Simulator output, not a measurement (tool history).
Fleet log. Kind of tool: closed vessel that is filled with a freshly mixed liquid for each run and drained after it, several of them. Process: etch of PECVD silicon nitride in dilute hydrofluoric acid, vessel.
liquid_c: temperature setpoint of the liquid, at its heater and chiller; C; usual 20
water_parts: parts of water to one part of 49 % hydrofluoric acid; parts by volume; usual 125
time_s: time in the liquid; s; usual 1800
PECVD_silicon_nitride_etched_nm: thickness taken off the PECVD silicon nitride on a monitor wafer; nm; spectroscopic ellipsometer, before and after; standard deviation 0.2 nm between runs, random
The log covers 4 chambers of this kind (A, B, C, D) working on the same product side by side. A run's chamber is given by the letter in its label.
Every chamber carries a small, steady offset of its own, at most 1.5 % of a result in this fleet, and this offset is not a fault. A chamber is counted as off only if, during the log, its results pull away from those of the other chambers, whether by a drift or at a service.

| run | hour | liquid_c | water_parts | time_s | read-back film thickness of the PECVD silicon nitride reference wafer, read on the same gauge (nm) | PECVD_silicon_nitride_etched_nm |
|---|---|---|---|---|---|---|
| 1B | 8 | 20 | 125 | 1800 | 89.995 | 23.005 |
| 2A | 19.8 | 20 | 125 | 1800 | 89.993 | 23.248 |
| 3C | 33 | 20 | 125 | 1800 | 90.016 | 23.177 |
| 4D | 40.3 | 20 | 125 | 1800 | 89.979 | 23.345 |
| 5D | 47.5 | 20 | 125 | 1800 | 89.993 | 23.314 |
| 6C | 60.6 | 20 | 125 | 1800 | 89.999 | 22.662 |
| 7B | 70.8 | 20 | 125 | 1800 | 89.997 | 23.325 |
| 8A | 80.1 | 20 | 125 | 1800 | 89.978 | 22.809 |
|  | 84.3 | chamber A: thermometer replaced |
|  | 91.7 | chamber B: thermometer replaced |
| 9A | 96 | 23.5 | 125 | 1265 | 89.994 | 20.358 |
| 10C | 104.9 | 23.5 | 125 | 1265 | 89.999 | 20.801 |
| 11D | 112.8 | 23.5 | 125 | 1265 | 90.01 | 20.759 |
| 12B | 122.5 | 23.5 | 125 | 1265 | 89.996 | 20.752 |
| 13D | 135.8 | 20 | 125 | 1800 | 89.988 | 23.367 |
| 14C | 146.2 | 20 | 125 | 1800 | 89.98 | 23.7 |
| 15A | 162.6 | 20 | 125 | 1800 | 89.98 | 23.259 |
| 16B | 173.3 | 20 | 125 | 1800 | 90.017 | 23.26 |
| 17D | 187 | 20 | 125 | 1800 | 90.014 | 23.222 |
| 18A | 201.4 | 20 | 125 | 1800 | 90.014 | 22.793 |
| 19B | 215.7 | 20 | 125 | 1800 | 89.985 | 23.317 |
| 20C | 226.2 | 20 | 125 | 1800 | 89.993 | 23.945 |
| 21B | 237 | 20 | 125 | 1800 | 89.997 | 23.171 |
| 22A | 252.6 | 17 | 125 | 1800 | 89.999 | 19.128 |
| 23C | 260.4 | 17 | 125 | 1800 | 90 | 19.813 |
| 24D | 269.5 | 17 | 125 | 1800 | 90.001 | 18.95 |
| 25A | 279.4 | 17 | 125 | 1800 | 89.978 | 19.055 |
| 26C | 288.4 | 20 | 125 | 1800 | 89.996 | 24.742 |
|  | 292.4 | chamber D: thermometer replaced |
| 27D | 296.5 | 20 | 175 | 1800 | 89.993 | 16.842 |
|  | 303.1 | chamber D: hydrofluoric acid flow meter replaced |
| 28B | 305.6 | 20 | 175 | 1800 | 90.008 | 16.649 |
| 29D | 321.9 | 20 | 175 | 1800 | 90.001 | 16.701 |
| 30A | 336 | 20 | 175 | 1800 | 89.996 | 16.578 |
| 31C | 351.5 | 20 | 125 | 1800 | 90.025 | 24.614 |
| 32B | 359.8 | 20 | 125 | 1800 | 89.998 | 23.3 |
| 33B | 371.1 | 20 | 125 | 1800 | 89.99 | 23.681 |
| 34A | 383 | 20 | 125 | 1800 | 89.985 | 23.275 |
| 35D | 394.2 | 20 | 125 | 1800 | 89.997 | 23.25 |
| 36C | 402.6 | 20 | 125 | 1800 | 90.001 | 25.157 |
| 37C | 413.7 | 20 | 155 | 1455 | 90.017 | 16.612 |
| 38D | 424.4 | 20 | 155 | 1455 | 89.977 | 14.873 |
| 39B | 436.5 | 20 | 155 | 1455 | 90.011 | 15.467 |
| 40A | 445.4 | 20 | 155 | 1455 | 89.981 | 15.133 |
| 41B | 459.8 | 20 | 125 | 1800 | 89.993 | 23.659 |

Is one chamber out of step, is the gauge drifting, or do the chambers differ by no more than their own small offsets? For an off chamber, give its letter and the likeliest cause.

Chamber C drifts away from the others.
Likeliest cause: hydrofluoric acid flow above the setpoint (%) = 12.1.
It could be hard to tell apart here from: liquid hotter than its thermometer reads (K).

Which of the 4 candidates below, each the usual settings with something changed and its results left as question marks, puts chamber C back in line with what the other chambers give on the usual settings?
Allowed miss from the other chambers' usual-settings mean, per result, to count as in line: PECVD_silicon_nitride_etched_nm 0.69 nm
| 42C-1 | 471.7 | 22.5 | 125 | 1800 |  | ? |
| 42C-2 | 471.7 | 20 | 120 | 1915 |  | ? |
| 42C-3 | 471.7 | 17.5 | 125 | 1800 |  | ? |
| 42C-4 | 471.7 | 19.5 | 135 | 1800 |  | ? |

The mean the other chambers reach with the usual settings: PECVD_silicon_nitride_etched_nm 23.206 nm
| run | PECVD_silicon_nitride_etched_nm |
|---|---|
| 42C-1 | 30.436 |
| 42C-2 | 28.459 |
| 42C-3 | 21.59 |
| 42C-4 | 22.997 |
The answer is 42C-4, which returns the chamber to within the allowed miss of the others.

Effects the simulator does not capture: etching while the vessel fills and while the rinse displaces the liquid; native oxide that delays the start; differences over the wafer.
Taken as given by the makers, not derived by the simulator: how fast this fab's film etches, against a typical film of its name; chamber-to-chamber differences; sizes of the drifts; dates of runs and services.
